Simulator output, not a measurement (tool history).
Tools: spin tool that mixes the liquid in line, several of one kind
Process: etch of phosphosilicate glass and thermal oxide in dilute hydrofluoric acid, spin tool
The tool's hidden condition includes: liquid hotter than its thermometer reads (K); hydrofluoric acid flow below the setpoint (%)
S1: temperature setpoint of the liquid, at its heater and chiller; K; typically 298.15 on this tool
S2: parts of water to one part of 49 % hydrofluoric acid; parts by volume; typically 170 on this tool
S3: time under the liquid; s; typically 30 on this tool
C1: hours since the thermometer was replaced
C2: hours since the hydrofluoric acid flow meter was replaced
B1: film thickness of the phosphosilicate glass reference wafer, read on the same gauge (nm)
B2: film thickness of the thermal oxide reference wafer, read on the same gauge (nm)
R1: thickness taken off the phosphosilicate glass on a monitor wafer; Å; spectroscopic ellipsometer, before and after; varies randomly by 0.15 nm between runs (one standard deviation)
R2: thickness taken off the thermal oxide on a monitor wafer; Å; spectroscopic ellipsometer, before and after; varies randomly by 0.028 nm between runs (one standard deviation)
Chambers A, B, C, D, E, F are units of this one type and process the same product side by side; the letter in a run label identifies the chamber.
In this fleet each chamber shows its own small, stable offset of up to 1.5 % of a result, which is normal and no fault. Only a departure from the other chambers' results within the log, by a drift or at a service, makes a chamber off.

| run | hour | S1 | S2 | S3 | C1 | C2 | B1 | B2 | R1 | R2 |
|---|---|---|---|---|---|---|---|---|---|---|
| 1A | 7.0 | 298.15 | 170 | 30 | 465.4 | 1173.1 | 140.00 | 60.022 | 168.26 | 7.7515 |
| 2E | 15.7 | 298.15 | 170 | 30 | 290.4 | 232.1 | 140.02 | 59.989 | 168.76 | 7.7859 |
| 3D | 21.2 | 298.15 | 170 | 30 | 111.4 | 78.3 | 140.00 | 60.003 | 169.58 | 7.1637 |
| 4C | 30.0 | 298.15 | 170 | 30 | 564.8 | 496.6 | 140.00 | 60.000 | 169.53 | 7.9483 |
| 5B | 37.6 | 298.15 | 170 | 30 | 2263.4 | 2051.1 | 139.99 | 60.007 | 165.29 | 7.5487 |
| 6F | 42.8 | 298.15 | 170 | 30 | 374.3 | 311.6 | 140.00 | 59.996 | 165.42 | 7.9058 |
| 7C | 48.2 | 298.15 | 170 | 30 | 583.0 | 514.8 | 140.00 | 60.007 | 171.17 | 7.4852 |
| 8D | 56.0 | 298.15 | 170 | 30 | 146.2 | 113.1 | 140.02 | 60.000 | 166.58 | 7.7749 |
| 9F | 60.6 | 298.15 | 170 | 30 | 392.1 | 329.4 | 140.00 | 59.998 | 167.20 | 7.5085 |
| 10B | 70.8 | 298.15 | 170 | 30 | 2296.6 | 2084.3 | 140.00 | 60.009 | 169.33 | 7.6824 |
| 11A | 76.8 | 298.15 | 170 | 30 | 535.2 | 1242.9 | 139.99 | 59.999 | 169.49 | 7.8809 |
| 12E | 81.7 | 298.15 | 170 | 30 | 356.4 | 298.1 | 140.02 | 59.998 | 170.09 | 8.3893 |
| 13D | 87.5 | 298.15 | 170 | 30 | 177.7 | 144.6 | 140.02 | 59.977 | 170.59 | 7.5575 |
| 14C | 96.5 | 298.15 | 95 | 20 | 631.3 | 563.1 | 139.97 | 59.999 | 221.67 | 9.8968 |
| 15F | 103.1 | 298.15 | 95 | 20 | 434.6 | 371.9 | 139.99 | 59.990 | 219.55 | 10.1620 |
| 16A | 111.5 | 298.15 | 95 | 20 | 569.9 | 1277.6 | 139.98 | 60.017 | 223.91 | 9.9800 |
|  | 116.8 | chamber B: thermometer replaced |
| 17B | 118.6 | 298.15 | 95 | 20 | 1.9 | 2132.1 | 139.98 | 60.002 | 214.43 | 9.6409 |
| 18E | 126.9 | 298.15 | 95 | 20 | 401.6 | 343.3 | 140.01 | 60.005 | 224.74 | 9.8219 |
| 19D | 135.9 | 298.15 | 95 | 20 | 226.1 | 193.0 | 140.02 | 59.986 | 219.50 | 9.7232 |
| 20C | 145.2 | 298.15 | 170 | 30 | 680.0 | 611.8 | 140.03 | 59.999 | 170.13 | 7.6251 |
| 21E | 154.5 | 298.15 | 170 | 30 | 429.2 | 370.9 | 140.02 | 60.000 | 169.53 | 7.9541 |
| 22B | 159.9 | 298.15 | 170 | 30 | 43.2 | 2173.4 | 140.00 | 59.990 | 167.43 | 7.9835 |
| 23F | 166.5 | 298.15 | 170 | 30 | 498.0 | 435.3 | 140.00 | 60.006 | 169.03 | 7.8949 |
| 24A | 171.1 | 298.15 | 170 | 30 | 629.5 | 1337.2 | 140.01 | 59.987 | 171.07 | 7.8518 |
| 25F | 176.7 | 298.15 | 170 | 30 | 508.2 | 445.5 | 139.96 | 60.002 | 164.66 | 7.8479 |
| 26C | 182.9 | 298.15 | 170 | 30 | 717.7 | 649.5 | 139.98 | 60.001 | 169.24 | 7.6791 |
| 27D | 187.8 | 298.15 | 170 | 30 | 278.0 | 244.9 | 140.01 | 60.002 | 171.11 | 7.8127 |
| 28E | 194.1 | 298.15 | 170 | 30 | 468.8 | 410.5 | 139.99 | 59.979 | 171.83 | 7.7522 |
| 29B | 200.0 | 298.15 | 170 | 30 | 83.3 | 2213.5 | 140.01 | 59.996 | 165.35 | 7.7015 |
| 30A | 205.1 | 298.15 | 170 | 30 | 663.5 | 1371.2 | 140.00 | 59.993 | 165.68 | 8.1458 |
| 31F | 213.1 | 298.15 | 170 | 30 | 544.6 | 481.9 | 139.98 | 59.989 | 164.41 | 7.2731 |
| 32C | 221.2 | 298.15 | 170 | 30 | 756.0 | 687.8 | 139.99 | 60.004 | 171.70 | 7.8424 |
| 33B | 226.0 | 302.65 | 170 | 30 | 109.3 | 2239.5 | 140.02 | 59.997 | 195.61 | 9.0485 |
| 34E | 233.3 | 302.65 | 170 | 30 | 508.0 | 449.7 | 140.04 | 59.995 | 202.89 | 8.7464 |
| 35D | 239.3 | 302.65 | 170 | 30 | 329.5 | 296.4 | 140.00 | 59.998 | 201.37 | 9.4750 |
| 36A | 245.3 | 302.65 | 170 | 30 | 703.7 | 1411.4 | 139.99 | 60.018 | 198.39 | 9.4031 |

Which is it: a chamber that has drifted or been left off by a service, a gauge drift common to all chambers, or only each chamber's usual small offset? If a chamber is off, name it and its likeliest cause.

No chamber is off and the gauge is stable; the differences are just each chamber's small, constant offset.
